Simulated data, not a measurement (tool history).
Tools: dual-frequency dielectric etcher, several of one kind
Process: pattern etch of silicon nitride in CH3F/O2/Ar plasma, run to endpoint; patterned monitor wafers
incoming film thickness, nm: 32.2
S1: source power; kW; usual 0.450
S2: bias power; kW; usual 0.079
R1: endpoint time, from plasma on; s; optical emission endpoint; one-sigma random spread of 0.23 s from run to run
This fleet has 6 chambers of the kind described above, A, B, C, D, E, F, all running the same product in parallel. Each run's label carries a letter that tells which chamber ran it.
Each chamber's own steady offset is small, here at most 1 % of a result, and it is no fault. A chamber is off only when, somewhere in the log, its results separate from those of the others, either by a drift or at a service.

run   hour     S1     S2      R1
 1E   10.9  0.450  0.079  43.402
 2F   17.3  0.450  0.079  42.735
 3C   25.4  0.450  0.079  43.332
 4B   35.0  0.450  0.079  43.453
      39.0  -- chamber A: bias power generator calibrated
 5D   40.9  0.450  0.079  42.898
 6A   46.2  0.450  0.079  42.845
 7F   51.7  0.520  0.079  40.528
 8E   63.5  0.520  0.079  41.297
      65.3  -- chamber B: bias power generator calibrated
 9B   72.7  0.520  0.079  41.109
10A   83.6  0.520  0.079  41.227
11C   90.4  0.520  0.079  40.861
12D   99.2  0.520  0.079  40.747
     101.8  -- chamber F: source power generator calibrated
13B  108.9  0.450  0.079  43.689
14C  119.9  0.510  0.061  44.844
15A  125.6  0.510  0.061  45.051
16E  130.9  0.510  0.061  45.114
17F  141.1  0.510  0.061  45.018
18D  149.1  0.510  0.061  44.166
19E  158.6  0.510  0.061  45.083
20B  167.1  0.450  0.079  43.537
21D  173.0  0.450  0.079  42.746
22A  179.1  0.450  0.079  43.479
23C  189.7  0.450  0.079  43.306
24F  200.7  0.450  0.079  43.007
     202.6  -- chamber C: wet clean of the chamber
     209.9  -- chamber F: wet clean of the chamber
25E  212.2  0.350  0.079  47.650
26F  222.8  0.350  0.079  47.272
     227.5  -- chamber A: wet clean of the chamber
27B  230.5  0.350  0.079  47.403
28A  242.3  0.350  0.079  47.986
29D  249.2  0.350  0.079  47.407
30C  258.2  0.350  0.079  47.825
31D  263.7  0.450  0.079  42.946
32B  271.5  0.450  0.079  43.496
33A  281.5  0.450  0.079  43.157
34C  292.4  0.450  0.079  43.479
35E  299.4  0.450  0.079  43.455
36F  310.7  0.450  0.079  42.980
37B  318.0  0.450  0.086  42.005
38F  327.9  0.450  0.086  41.550
39D  337.6  0.450  0.086  42.051
40A  343.6  0.450  0.086  41.862
41E  351.2  0.450  0.086  41.943
42C  360.6  0.450  0.086  41.601

All chambers now run identical settings, listed one chamber a line with results as question marks. What results will each chamber show?
43A  369.2  0.490  0.079   ?
43B  369.2  0.490  0.079   ?
43C  369.2  0.490  0.079   ?
43D  369.2  0.490  0.079   ?
43E  369.2  0.490  0.079   ?
43F  369.2  0.490  0.079   ?

run      R1
43A  42.177
43B  42.053
43C  42.124
43D  41.679
43E  41.956
43F  41.535
